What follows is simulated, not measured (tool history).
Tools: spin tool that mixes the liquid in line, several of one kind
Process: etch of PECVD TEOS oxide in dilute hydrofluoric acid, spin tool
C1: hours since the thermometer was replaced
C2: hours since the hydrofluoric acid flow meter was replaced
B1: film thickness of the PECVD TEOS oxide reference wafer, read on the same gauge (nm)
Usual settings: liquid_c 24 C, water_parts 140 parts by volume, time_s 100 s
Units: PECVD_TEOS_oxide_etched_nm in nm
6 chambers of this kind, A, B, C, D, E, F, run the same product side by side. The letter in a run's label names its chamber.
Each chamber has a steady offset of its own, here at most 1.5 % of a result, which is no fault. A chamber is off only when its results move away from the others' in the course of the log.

run 1A hour=16 | liquid_c=24 water_parts=140 time_s=100 | C1=1552.1 C2=1207.1 | B1=120.03 | PECVD_TEOS_oxide_etched_nm=7.5932
run 2D hour=30.5 | liquid_c=24 water_parts=140 time_s=100 | C1=1327.8 C2=144.8 | B1=119.98 | PECVD_TEOS_oxide_etched_nm=7.4282
run 3C hour=43.4 | liquid_c=24 water_parts=140 time_s=100 | C1=2517.1 C2=470.9 | B1=120.02 | PECVD_TEOS_oxide_etched_nm=7.5172
run 4F hour=51.1 | liquid_c=24 water_parts=140 time_s=100 | C1=164.7 C2=806.3 | B1=120.03 | PECVD_TEOS_oxide_etched_nm=7.455
run 5B hour=61.4 | liquid_c=24 water_parts=140 time_s=100 | C1=1095.3 C2=1055 | B1=120.01 | PECVD_TEOS_oxide_etched_nm=7.6553
run 6E hour=71 | liquid_c=28.5 water_parts=140 time_s=100 | C1=796.1 C2=679.8 | B1=120.03 | PECVD_TEOS_oxide_etched_nm=9.0568
run 7E hour=85.9 | liquid_c=28.5 water_parts=140 time_s=100 | C1=811 C2=694.7 | B1=120.02 | PECVD_TEOS_oxide_etched_nm=8.956
run 8C hour=98.9 | liquid_c=28.5 water_parts=140 time_s=100 | C1=2572.6 C2=526.4 | B1=119.99 | PECVD_TEOS_oxide_etched_nm=8.8828
-- hour=105 chamber E: hydrofluoric acid flow meter replaced
run 9A hour=114.4 | liquid_c=28.5 water_parts=140 time_s=100 | C1=1650.5 C2=1305.5 | B1=120.01 | PECVD_TEOS_oxide_etched_nm=8.9687
run 10F hour=122.6 | liquid_c=28.5 water_parts=140 time_s=100 | C1=236.2 C2=877.8 | B1=120.01 | PECVD_TEOS_oxide_etched_nm=8.887
run 11D hour=132.4 | liquid_c=28.5 water_parts=140 time_s=100 | C1=1429.7 C2=246.7 | B1=120 | PECVD_TEOS_oxide_etched_nm=9.1038
-- hour=144.6 chamber C: thermometer replaced
run 12B hour=148.3 | liquid_c=24 water_parts=140 time_s=100 | C1=1182.2 C2=1141.9 | B1=120 | PECVD_TEOS_oxide_etched_nm=7.5641
run 13A hour=155.7 | liquid_c=24 water_parts=140 time_s=100 | C1=1691.8 C2=1346.8 | B1=120.02 | PECVD_TEOS_oxide_etched_nm=7.5166
-- hour=160.1 chamber C: hydrofluoric acid flow meter replaced
run 14B hour=171 | liquid_c=24 water_parts=140 time_s=100 | C1=1204.9 C2=1164.6 | B1=120.02 | PECVD_TEOS_oxide_etched_nm=7.6326
run 15E hour=182.9 | liquid_c=24 water_parts=140 time_s=100 | C1=908 C2=77.9 | B1=119.94 | PECVD_TEOS_oxide_etched_nm=7.5104
run 16D hour=191.7 | liquid_c=24 water_parts=140 time_s=100 | C1=1489 C2=306 | B1=120.03 | PECVD_TEOS_oxide_etched_nm=7.5825
run 17C hour=201.2 | liquid_c=24 water_parts=140 time_s=100 | C1=56.7 C2=41.1 | B1=119.98 | PECVD_TEOS_oxide_etched_nm=7.5215
run 18F hour=210.1 | liquid_c=24 water_parts=140 time_s=100 | C1=323.7 C2=965.3 | B1=120 | PECVD_TEOS_oxide_etched_nm=7.4138
run 19F hour=219.2 | liquid_c=24 water_parts=140 time_s=100 | C1=332.8 C2=974.4 | B1=119.96 | PECVD_TEOS_oxide_etched_nm=7.4536
run 20B hour=227.9 | liquid_c=24 water_parts=140 time_s=100 | C1=1261.8 C2=1221.5 | B1=120.05 | PECVD_TEOS_oxide_etched_nm=7.6557
run 21C hour=238.7 | liquid_c=24 water_parts=140 time_s=100 | C1=94.2 C2=78.6 | B1=120.02 | PECVD_TEOS_oxide_etched_nm=7.5032
run 22E hour=249.1 | liquid_c=24 water_parts=140 time_s=100 | C1=974.2 C2=144.1 | B1=120 | PECVD_TEOS_oxide_etched_nm=7.5636
run 23A hour=264.9 | liquid_c=24 water_parts=140 time_s=100 | C1=1801 C2=1456 | B1=120.01 | PECVD_TEOS_oxide_etched_nm=7.5337
run 24D hour=276.2 | liquid_c=24 water_parts=140 time_s=100 | C1=1573.5 C2=390.5 | B1=120 | PECVD_TEOS_oxide_etched_nm=7.4881
run 25F hour=283.3 | liquid_c=24 water_parts=140 time_s=100 | C1=396.9 C2=1038.5 | B1=120.02 | PECVD_TEOS_oxide_etched_nm=7.3725
run 26E hour=294.5 | liquid_c=24 water_parts=140 time_s=100 | C1=1019.6 C2=189.5 | B1=120 | PECVD_TEOS_oxide_etched_nm=7.6136
run 27C hour=304.8 | liquid_c=24 water_parts=140 time_s=100 | C1=160.3 C2=144.7 | B1=120.06 | PECVD_TEOS_oxide_etched_nm=7.5662
run 28B hour=321 | liquid_c=24 water_parts=140 time_s=100 | C1=1354.9 C2=1314.6 | B1=119.99 | PECVD_TEOS_oxide_etched_nm=7.9018
run 29A hour=333.6 | liquid_c=24 water_parts=140 time_s=100 | C1=1869.7 C2=1524.7 | B1=119.99 | PECVD_TEOS_oxide_etched_nm=7.6267
run 30D hour=344.4 | liquid_c=22 water_parts=140 time_s=100 | C1=1641.7 C2=458.7 | B1=119.97 | PECVD_TEOS_oxide_etched_nm=6.9918
run 31D hour=357.6 | liquid_c=22 water_parts=140 time_s=100 | C1=1654.9 C2=471.9 | B1=119.99 | PECVD_TEOS_oxide_etched_nm=6.9519
-- hour=359.7 chamber F: thermometer replaced
run 32A hour=370.4 | liquid_c=22 water_parts=140 time_s=100 | C1=1906.5 C2=1561.5 | B1=120.01 | PECVD_TEOS_oxide_etched_nm=6.9635
run 33B hour=382.1 | liquid_c=22 water_parts=140 time_s=100 | C1=1416 C2=1375.7 | B1=119.97 | PECVD_TEOS_oxide_etched_nm=7.3303
run 34E hour=394.4 | liquid_c=22 water_parts=140 time_s=100 | C1=1119.5 C2=289.4 | B1=119.99 | PECVD_TEOS_oxide_etched_nm=7.1012
run 35F hour=402.1 | liquid_c=22 water_parts=140 time_s=100 | C1=42.5 C2=1157.3 | B1=119.94 | PECVD_TEOS_oxide_etched_nm=7.0209
run 36C hour=410.5 | liquid_c=24 water_parts=140 time_s=100 | C1=266 C2=250.4 | B1=120.01 | PECVD_TEOS_oxide_etched_nm=7.5479
run 37E hour=422.6 | liquid_c=24 water_parts=140 time_s=100 | C1=1147.7 C2=317.6 | B1=120.01 | PECVD_TEOS_oxide_etched_nm=7.6115
run 38B hour=429.7 | liquid_c=24 water_parts=140 time_s=100 | C1=1463.6 C2=1423.3 | B1=120.01 | PECVD_TEOS_oxide_etched_nm=8.1436
run 39A hour=443.5 | liquid_c=24 water_parts=180 time_s=100 | C1=1979.6 C2=1634.6 | B1=119.98 | PECVD_TEOS_oxide_etched_nm=5.6297
run 40C hour=450.6 | liquid_c=24 water_parts=180 time_s=100 | C1=306.1 C2=290.5 | B1=119.99 | PECVD_TEOS_oxide_etched_nm=5.6565

What goes on in this fleet: one chamber off, a drifting gauge, or nothing beyond the chambers' own small offsets? Name the chamber and the cause, if any.

Chamber B drifts away from the others.
Cause: hydrofluoric acid flow above the setpoint (%) = 6.25.
The log may not tell that from: liquid hotter than its thermometer reads (K).

Here are 4 candidates for chamber B's next run, each the usual settings with a change, their results left as question marks. Which one brings its results back in line with what the others give on the usual settings?
In line means no further than this from the other chambers' mean on the usual settings: PECVD_TEOS_oxide_etched_nm 0.23 nm
run 41B-1 hour=462.4 | liquid_c=22 water_parts=140 time_s=100 | PECVD_TEOS_oxide_etched_nm=?
run 41B-2 hour=462.4 | liquid_c=26 water_parts=140 time_s=100 | PECVD_TEOS_oxide_etched_nm=?
run 41B-3 hour=462.4 | liquid_c=24 water_parts=160 time_s=100 | PECVD_TEOS_oxide_etched_nm=?
run 41B-4 hour=462.4 | liquid_c=28 water_parts=140 time_s=100 | PECVD_TEOS_oxide_etched_nm=?

The other chambers' mean on the usual settings: PECVD_TEOS_oxide_etched_nm 7.5568 nm
run=41B-1 PECVD_TEOS_oxide_etched_nm=7.513
run=41B-2 PECVD_TEOS_oxide_etched_nm=8.758
run=41B-3 PECVD_TEOS_oxide_etched_nm=6.9583
run=41B-4 PECVD_TEOS_oxide_etched_nm=9.4351
41B-1 brings the chamber back in line.
